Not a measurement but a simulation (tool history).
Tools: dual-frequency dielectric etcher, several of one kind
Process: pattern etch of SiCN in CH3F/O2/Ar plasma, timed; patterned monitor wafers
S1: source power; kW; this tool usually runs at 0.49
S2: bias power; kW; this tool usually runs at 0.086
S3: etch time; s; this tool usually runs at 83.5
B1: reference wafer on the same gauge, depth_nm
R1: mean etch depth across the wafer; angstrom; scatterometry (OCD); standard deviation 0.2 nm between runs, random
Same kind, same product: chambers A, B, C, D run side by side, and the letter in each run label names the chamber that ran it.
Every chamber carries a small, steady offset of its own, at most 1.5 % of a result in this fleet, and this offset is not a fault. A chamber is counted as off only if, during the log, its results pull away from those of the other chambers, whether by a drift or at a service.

run   hour    S1     S2     S3      B1      R1
 1C    9.4  0.49  0.086   83.5   40.62  366.79
 2D   17.4  0.49  0.086   83.5  40.635  367.11
 3B   26.3  0.49  0.086   83.5  40.514  361.67
 4A   34.1  0.49  0.086   83.5  40.614   355.7
 5A   43.1  0.49  0.086   83.5  40.577  357.83
 6B   52.8  0.49  0.086   83.5  40.561  358.14
      53.8  -- chamber D: source power generator calibrated
 7C   59.1  0.49  0.086   83.5  40.569  367.67
 8D   70.1  0.49  0.086   83.5  40.654  361.93
 9B   78.8  0.49  0.086   83.5  40.641   358.6
10A   86.8  0.49  0.086   83.5  40.586  359.99
11D   95.2  0.49  0.086   83.5  40.587  360.22
12C  105.2  0.49  0.086   83.5  40.585   364.1
13A  112.8  0.61  0.086  106.5  40.596  489.41
14D  122.9  0.61  0.086  106.5  40.541  502.83
15C  135.1  0.61  0.086  106.5  40.587  506.23
16B  141.8  0.61  0.086  106.5  40.651  496.77
17C  153.8  0.49  0.086   83.5  40.658  365.04
18D  162.2  0.49  0.086   83.5  40.629  367.44
19A  174.6  0.49  0.086   83.5  40.612  355.19
20B  182.4  0.49  0.086   83.5   40.64  357.48
21D  189.7  0.49  0.086   83.5  40.613  366.95
22C  198.3  0.59  0.086     67  40.597  316.76
23A  205.8  0.59  0.086     67  40.572  306.87
24B    214  0.59  0.086     67  40.572  311.64
     215.3  -- chamber C: wet clean of the chamber
25A  225.4  0.59  0.086     67   40.64  310.24
26D  232.6  0.49  0.078   83.5  40.609   352.3
27C  238.4  0.49  0.078   83.5  40.566  348.35
28B  245.3  0.49  0.078   83.5  40.585  350.06
29C  253.1  0.49  0.078   83.5  40.623  351.04
30D  260.7  0.49  0.086   83.5  40.628  360.96
31A  271.5  0.49  0.086   63.5  40.594  270.29
     280.1  -- chamber C: bias power generator calibrated
32B  283.3  0.49  0.086   63.5  40.617  274.66
33D  290.6  0.49  0.086   63.5  40.635  276.77
34C    297  0.49  0.086   63.5  40.591  276.09
     298.9  -- chamber D: wet clean of the chamber
35B    307  0.49  0.086   83.5  40.646  360.59
36A  317.4  0.49  0.086   83.5   40.56  361.69
37B  328.5  0.49  0.086   83.5   40.62  360.86
38D  334.5  0.49  0.086   83.5  40.657  363.46
     334.7  -- chamber B: wet clean of the chamber
39C  344.5  0.49  0.086   83.5  40.566  363.03
40A  353.1  0.49  0.086   83.5  40.644  358.33
41B  364.5  0.49  0.077  100.5  40.636  419.68
42A  372.2  0.49  0.077  100.5  40.628  417.01

What goes on in this fleet: one chamber off, a drifting gauge, or nothing beyond the chambers' own small offsets? Name the chamber and the cause, if any.

The fleet is healthy, with each chamber sitting at its usual small offset and no drift in the gauge.
